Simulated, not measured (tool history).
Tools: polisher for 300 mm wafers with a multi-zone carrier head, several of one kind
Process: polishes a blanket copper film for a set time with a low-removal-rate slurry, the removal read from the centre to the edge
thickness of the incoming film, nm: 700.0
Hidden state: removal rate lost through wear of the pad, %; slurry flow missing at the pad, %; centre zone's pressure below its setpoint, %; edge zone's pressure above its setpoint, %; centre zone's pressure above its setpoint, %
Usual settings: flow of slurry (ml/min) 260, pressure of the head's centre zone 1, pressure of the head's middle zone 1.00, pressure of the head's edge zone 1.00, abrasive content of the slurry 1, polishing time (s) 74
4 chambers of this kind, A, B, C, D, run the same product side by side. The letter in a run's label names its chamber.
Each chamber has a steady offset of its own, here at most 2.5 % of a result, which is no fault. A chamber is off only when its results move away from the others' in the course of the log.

| run | hour | flow of slurry (ml/min) | pressure of the head's centre zone | pressure of the head's middle zone | pressure of the head's edge zone | abrasive content of the slurry | polishing time (s) | wafers polished on this pad | hours since the slurry nozzle was cleaned | hours since the centre zone pressure was calibrated | hours since the edge zone pressure was calibrated | film removed at the wafer's centre (Å) | film removed at mid-radius (Å) | film removed at the wafer's edge (Å) |
|---|---|---|---|---|---|---|---|---|---|---|---|---|---|---|
|  | 2.8 | chamber B: worn pad replaced by a new one |
| 1A | 6.3 | 260 | 1 | 1.00 | 1.00 | 1 | 74 | 118 | 254.4 | 119.3 | 151.8 | 1119.9 | 1117.1 | 1146.1 |
| 2D | 18.1 | 260 | 1 | 1.00 | 1.00 | 1 | 74 | 236 | 404.4 | 107.3 | 57.0 | 1105.6 | 1110.4 | 1121.8 |
| 3C | 29.8 | 260 | 1 | 1.00 | 1.00 | 1 | 74 | 1070 | 501.7 | 502.0 | 243.0 | 1105.0 | 1121.7 | 1113.4 |
|  | 31.7 | chamber C: worn pad replaced by a new one |
| 4B | 43.2 | 260 | 1 | 1.00 | 1.00 | 1 | 74 | 456 | 481.1 | 778.2 | 475.6 | 1097.3 | 1093.4 | 1117.6 |
| 5C | 52.2 | 260 | 1 | 1.00 | 1.00 | 1 | 74 | 231 | 524.1 | 524.4 | 265.4 | 1102.5 | 1133.7 | 1112.8 |
| 6B | 58.8 | 260 | 1 | 1.00 | 1.00 | 1 | 74 | 632 | 496.7 | 793.8 | 491.2 | 1123.0 | 1102.6 | 1152.5 |
| 7A | 64.8 | 260 | 1 | 0.96 | 1.06 | 1 | 74 | 778 | 312.9 | 177.8 | 210.3 | 1090.9 | 1067.0 | 1167.3 |
|  | 72.2 | chamber D: worn pad replaced by a new one |
| 8D | 72.5 | 260 | 1 | 0.96 | 1.06 | 1 | 74 | 3 | 458.8 | 161.7 | 111.4 | 1114.0 | 1057.9 | 1155.0 |
| 9A | 81.6 | 260 | 1 | 0.96 | 1.06 | 1 | 74 | 968 | 329.7 | 194.6 | 227.1 | 1122.1 | 1056.4 | 1148.3 |
| 10C | 90.1 | 260 | 1 | 0.96 | 1.06 | 1 | 74 | 659 | 562.0 | 562.3 | 303.3 | 1115.3 | 1089.9 | 1145.4 |
| 11D | 97.3 | 260 | 1 | 1.00 | 1.00 | 1 | 74 | 283 | 483.6 | 186.5 | 136.2 | 1129.5 | 1122.4 | 1130.8 |
| 12B | 108.8 | 260 | 1 | 1.10 | 1.00 | 1 | 74 | 1196 | 546.7 | 843.8 | 541.2 | 1107.4 | 1218.5 | 1136.1 |
|  | 114.5 | chamber A: worn pad replaced by a new one |
|  | 115.0 | chamber B: worn pad replaced by a new one |
| 13B | 121.9 | 260 | 1 | 1.10 | 1.00 | 1 | 74 | 78 | 559.8 | 856.9 | 554.3 | 1107.0 | 1195.4 | 1156.2 |
|  | 122.3 | chamber C: worn pad replaced by a new one |
| 14D | 128.5 | 260 | 1 | 1.10 | 1.00 | 1 | 74 | 635 | 514.8 | 217.7 | 167.4 | 1116.0 | 1210.2 | 1115.0 |
| 15A | 140.7 | 260 | 1 | 1.10 | 1.00 | 1 | 74 | 296 | 388.8 | 253.7 | 286.2 | 1112.8 | 1203.7 | 1129.0 |
|  | 142.1 | chamber D: worn pad replaced by a new one |
|  | 149.1 | chamber C: slurry nozzle cleaned |
| 16C | 154.1 | 260 | 1 | 1.00 | 1.00 | 1 | 74 | 359 | 5.0 | 626.3 | 367.3 | 1084.6 | 1111.5 | 1111.8 |
| 17B | 166.0 | 260 | 1 | 1.00 | 1.00 | 1 | 74 | 576 | 603.9 | 901.0 | 598.4 | 1111.9 | 1108.9 | 1153.9 |
| 18D | 179.6 | 260 | 1 | 1.00 | 1.00 | 1 | 74 | 423 | 565.9 | 268.8 | 218.5 | 1140.4 | 1123.6 | 1108.4 |
| 19C | 190.3 | 260 | 1 | 1.00 | 1.00 | 1 | 74 | 768 | 41.2 | 662.5 | 403.5 | 1078.3 | 1115.9 | 1102.8 |
|  | 191.5 | chamber B: edge zone pressure recalibrated |
| 20A | 200.1 | 260 | 1 | 1.00 | 1.00 | 1 | 74 | 966 | 448.2 | 313.1 | 345.6 | 1129.7 | 1124.3 | 1125.0 |
| 21D | 207.1 | 260 | 1 | 1.00 | 1.00 | 1 | 74 | 733 | 593.4 | 296.3 | 246.0 | 1101.9 | 1119.1 | 1135.7 |
| 22A | 219.6 | 260 | 1 | 1.00 | 1.00 | 1 | 74 | 1186 | 467.7 | 332.6 | 365.1 | 1126.3 | 1113.5 | 1145.9 |
|  | 222.2 | chamber C: worn pad replaced by a new one |
|  | 223.7 | chamber D: worn pad replaced by a new one |
| 23C | 229.1 | 260 | 1 | 1.00 | 1.00 | 1 | 74 | 78 | 80.0 | 701.3 | 442.3 | 1066.5 | 1125.0 | 1105.8 |
|  | 240.1 | chamber B: worn pad replaced by a new one |
| 24B | 242.8 | 260 | 1 | 1.00 | 1.00 | 1 | 74 | 31 | 680.7 | 977.8 | 51.3 | 1106.5 | 1108.0 | 1123.0 |
|  | 247.0 | chamber A: worn pad replaced by a new one |
| 25A | 250.4 | 260 | 1 | 1.00 | 1.00 | 1 | 74 | 38 | 498.5 | 363.4 | 395.9 | 1111.5 | 1114.0 | 1148.8 |
| 26D | 262.7 | 260 | 1 | 1.00 | 1.00 | 1 | 74 | 440 | 649.0 | 351.9 | 301.6 | 1114.9 | 1109.9 | 1137.9 |
| 27C | 275.8 | 260 | 1 | 1.00 | 1.00 | 1 | 74 | 605 | 126.7 | 748.0 | 489.0 | 1043.7 | 1132.7 | 1122.5 |
|  | 281.7 | chamber B: slurry nozzle cleaned |
| 28B | 286.7 | 260 | 1 | 1.00 | 1.00 | 1 | 74 | 526 | 5.1 | 1021.7 | 95.2 | 1099.6 | 1103.1 | 1136.1 |
|  | 288.2 | chamber B: centre zone pressure recalibrated |
| 29B | 295.9 | 260 | 1 | 1.00 | 1.00 | 1 | 74 | 630 | 14.3 | 7.8 | 104.4 | 1125.5 | 1099.1 | 1138.5 |
|  | 299.5 | chamber C: worn pad replaced by a new one |
| 30D | 303.9 | 260 | 1 | 1.00 | 1.00 | 1 | 74 | 905 | 690.2 | 393.1 | 342.8 | 1143.7 | 1120.1 | 1132.6 |
|  | 304.2 | chamber D: worn pad replaced by a new one |
|  | 316.1 | chamber A: centre zone pressure recalibrated |
| 31A | 316.1 | 260 | 1 | 1.00 | 1.00 | 1 | 74 | 780 | 564.2 | 0.1 | 461.6 | 1107.8 | 1123.2 | 1133.3 |
| 32C | 322.8 | 260 | 1 | 1.00 | 1.00 | 1 | 74 | 263 | 173.7 | 795.0 | 536.0 | 1005.8 | 1120.0 | 1125.2 |
| 33D | 333.6 | 260 | 1 | 1.00 | 1.00 | 1 | 74 | 332 | 719.9 | 422.8 | 372.5 | 1112.7 | 1103.7 | 1105.8 |
|  | 338.4 | chamber B: worn pad replaced by a new one |
| 34B | 343.1 | 260 | 1 | 1.00 | 1.00 | 1 | 74 | 53 | 61.5 | 55.0 | 151.6 | 1110.9 | 1110.8 | 1148.8 |
| 35C | 350.4 | 260 | 1 | 1.00 | 1.00 | 1 | 74 | 575 | 201.3 | 822.6 | 563.6 | 1012.3 | 1105.3 | 1096.9 |

All 4 chambers run these settings next. Forecast each chamber's results:
| 36A | 360.4 | 260 | 1 | 1.00 | 1.00 | 1 | 91 |  |  |  |  | ? | ? | ? |
| 36B | 360.4 | 260 | 1 | 1.00 | 1.00 | 1 | 91 |  |  |  |  | ? | ? | ? |
| 36C | 360.4 | 260 | 1 | 1.00 | 1.00 | 1 | 91 |  |  |  |  | ? | ? | ? |
| 36D | 360.4 | 260 | 1 | 1.00 | 1.00 | 1 | 91 |  |  |  |  | ? | ? | ? |

| run | film removed at the wafer's centre (Å) | film removed at mid-radius (Å) | film removed at the wafer's edge (Å) |
|---|---|---|---|
| 36A | 1374.0 | 1352.4 | 1381.8 |
| 36B | 1384.5 | 1373.1 | 1390.9 |
| 36C | 1227.0 | 1391.6 | 1371.0 |
| 36D | 1352.6 | 1340.7 | 1367.3 |
